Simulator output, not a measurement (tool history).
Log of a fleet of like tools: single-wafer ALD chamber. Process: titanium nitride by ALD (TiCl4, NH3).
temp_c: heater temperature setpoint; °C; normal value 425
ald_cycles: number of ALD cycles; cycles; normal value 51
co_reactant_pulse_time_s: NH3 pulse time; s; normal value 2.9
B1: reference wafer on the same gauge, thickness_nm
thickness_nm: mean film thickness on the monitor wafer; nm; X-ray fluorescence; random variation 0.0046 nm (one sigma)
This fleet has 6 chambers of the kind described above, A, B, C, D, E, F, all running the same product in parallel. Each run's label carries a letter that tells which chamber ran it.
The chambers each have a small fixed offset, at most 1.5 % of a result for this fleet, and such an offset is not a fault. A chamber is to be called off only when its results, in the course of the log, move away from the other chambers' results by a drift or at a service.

run 1C hour=10.1 | temp_c=425 ald_cycles=51 co_reactant_pulse_time_s=2.9 | B1=1.2796 | thickness_nm=1.1461
run 2F hour=20.2 | temp_c=425 ald_cycles=51 co_reactant_pulse_time_s=2.9 | B1=1.2798 | thickness_nm=1.1508
run 3A hour=32.6 | temp_c=425 ald_cycles=51 co_reactant_pulse_time_s=2.9 | B1=1.2804 | thickness_nm=1.1319
run 4D hour=40.2 | temp_c=425 ald_cycles=51 co_reactant_pulse_time_s=2.9 | B1=1.2801 | thickness_nm=1.1414
run 5E hour=49.4 | temp_c=425 ald_cycles=51 co_reactant_pulse_time_s=2.9 | B1=1.2797 | thickness_nm=1.1418
run 6B hour=63.4 | temp_c=425 ald_cycles=51 co_reactant_pulse_time_s=2.9 | B1=1.2795 | thickness_nm=1.1481
run 7B hour=71.8 | temp_c=425 ald_cycles=51 co_reactant_pulse_time_s=2.9 | B1=1.2795 | thickness_nm=1.1597
run 8E hour=84.8 | temp_c=425 ald_cycles=51 co_reactant_pulse_time_s=2.9 | B1=1.2794 | thickness_nm=1.1493
run 9D hour=92.6 | temp_c=425 ald_cycles=51 co_reactant_pulse_time_s=2.9 | B1=1.2816 | thickness_nm=1.1336
run 10A hour=101.2 | temp_c=425 ald_cycles=51 co_reactant_pulse_time_s=2.9 | B1=1.2801 | thickness_nm=1.131
run 11C hour=114 | temp_c=425 ald_cycles=51 co_reactant_pulse_time_s=2.9 | B1=1.2799 | thickness_nm=1.1449
run 12F hour=125.5 | temp_c=425 ald_cycles=51 co_reactant_pulse_time_s=2.9 | B1=1.2798 | thickness_nm=1.1497
run 13D hour=140.4 | temp_c=425 ald_cycles=51 co_reactant_pulse_time_s=2.9 | B1=1.2801 | thickness_nm=1.1406
run 14A hour=154.6 | temp_c=425 ald_cycles=51 co_reactant_pulse_time_s=2.9 | B1=1.2792 | thickness_nm=1.1317
run 15C hour=162.8 | temp_c=425 ald_cycles=51 co_reactant_pulse_time_s=2.9 | B1=1.2795 | thickness_nm=1.1481
run 16F hour=170.4 | temp_c=425 ald_cycles=51 co_reactant_pulse_time_s=2.07 | B1=1.2796 | thickness_nm=1.13
run 17B hour=177.5 | temp_c=425 ald_cycles=51 co_reactant_pulse_time_s=2.07 | B1=1.2803 | thickness_nm=1.1471
run 18E hour=187.1 | temp_c=425 ald_cycles=51 co_reactant_pulse_time_s=2.07 | B1=1.28 | thickness_nm=1.1374
run 19D hour=201.3 | temp_c=425 ald_cycles=51 co_reactant_pulse_time_s=2.07 | B1=1.2788 | thickness_nm=1.1332
run 20F hour=210.8 | temp_c=425 ald_cycles=51 co_reactant_pulse_time_s=2.07 | B1=1.2798 | thickness_nm=1.1505
run 21B hour=222.1 | temp_c=425 ald_cycles=51 co_reactant_pulse_time_s=2.07 | B1=1.2804 | thickness_nm=1.1502
run 22E hour=234 | temp_c=425 ald_cycles=51 co_reactant_pulse_time_s=2.9 | B1=1.2798 | thickness_nm=1.151
run 23C hour=248.3 | temp_c=425 ald_cycles=51 co_reactant_pulse_time_s=2.9 | B1=1.2793 | thickness_nm=1.1481
run 24A hour=255.1 | temp_c=425 ald_cycles=51 co_reactant_pulse_time_s=2.9 | B1=1.2805 | thickness_nm=1.1306
run 25D hour=267.7 | temp_c=418 ald_cycles=57 co_reactant_pulse_time_s=2.9 | B1=1.2808 | thickness_nm=1.2654
run 26F hour=277 | temp_c=418 ald_cycles=57 co_reactant_pulse_time_s=2.9 | B1=1.2789 | thickness_nm=1.2822
run 27C hour=289.4 | temp_c=418 ald_cycles=57 co_reactant_pulse_time_s=2.9 | B1=1.2807 | thickness_nm=1.2736
run 28B hour=300.4 | temp_c=418 ald_cycles=57 co_reactant_pulse_time_s=2.9 | B1=1.28 | thickness_nm=1.2925
run 29A hour=315.7 | temp_c=418 ald_cycles=57 co_reactant_pulse_time_s=2.9 | B1=1.2807 | thickness_nm=1.2651
run 30E hour=328.2 | temp_c=418 ald_cycles=57 co_reactant_pulse_time_s=2.9 | B1=1.2785 | thickness_nm=1.2835
run 31E hour=335.7 | temp_c=425 ald_cycles=51 co_reactant_pulse_time_s=2.9 | B1=1.279 | thickness_nm=1.1407
run 32D hour=344.5 | temp_c=425 ald_cycles=51 co_reactant_pulse_time_s=2.9 | B1=1.2809 | thickness_nm=1.1472
run 33B hour=354.4 | temp_c=425 ald_cycles=51 co_reactant_pulse_time_s=2.9 | B1=1.2787 | thickness_nm=1.1547
run 34C hour=367.2 | temp_c=425 ald_cycles=51 co_reactant_pulse_time_s=2.9 | B1=1.2804 | thickness_nm=1.1468
run 35A hour=376.2 | temp_c=425 ald_cycles=51 co_reactant_pulse_time_s=2.9 | B1=1.2796 | thickness_nm=1.1335
run 36F hour=388.6 | temp_c=425 ald_cycles=51 co_reactant_pulse_time_s=2.9 | B1=1.279 | thickness_nm=1.149
run 37C hour=401.8 | temp_c=425 ald_cycles=51 co_reactant_pulse_time_s=2.9 | B1=1.2801 | thickness_nm=1.1398
run 38A hour=412.2 | temp_c=425 ald_cycles=51 co_reactant_pulse_time_s=2.9 | B1=1.2808 | thickness_nm=1.1359
run 39D hour=426.4 | temp_c=425 ald_cycles=51 co_reactant_pulse_time_s=2.9 | B1=1.2814 | thickness_nm=1.1347
run 40B hour=433.8 | temp_c=425 ald_cycles=51 co_reactant_pulse_time_s=2.9 | B1=1.2802 | thickness_nm=1.1514
run 41F hour=440.9 | temp_c=425 ald_cycles=51 co_reactant_pulse_time_s=2.9 | B1=1.2798 | thickness_nm=1.1458
run 42E hour=448.1 | temp_c=425 ald_cycles=51 co_reactant_pulse_time_s=2.9 | B1=1.2796 | thickness_nm=1.1452
run 43A hour=456.1 | temp_c=425 ald_cycles=51 co_reactant_pulse_time_s=2.9 | B1=1.279 | thickness_nm=1.1255

Read the log: is a single chamber off, either drifting away or since a service, is the gauge that measures every chamber drifting, or is nothing wrong beyond small per-chamber offsets? Name any odd chamber and what most likely caused it.

Beyond each chamber's small constant offset nothing stands out, and the gauge stays steady.
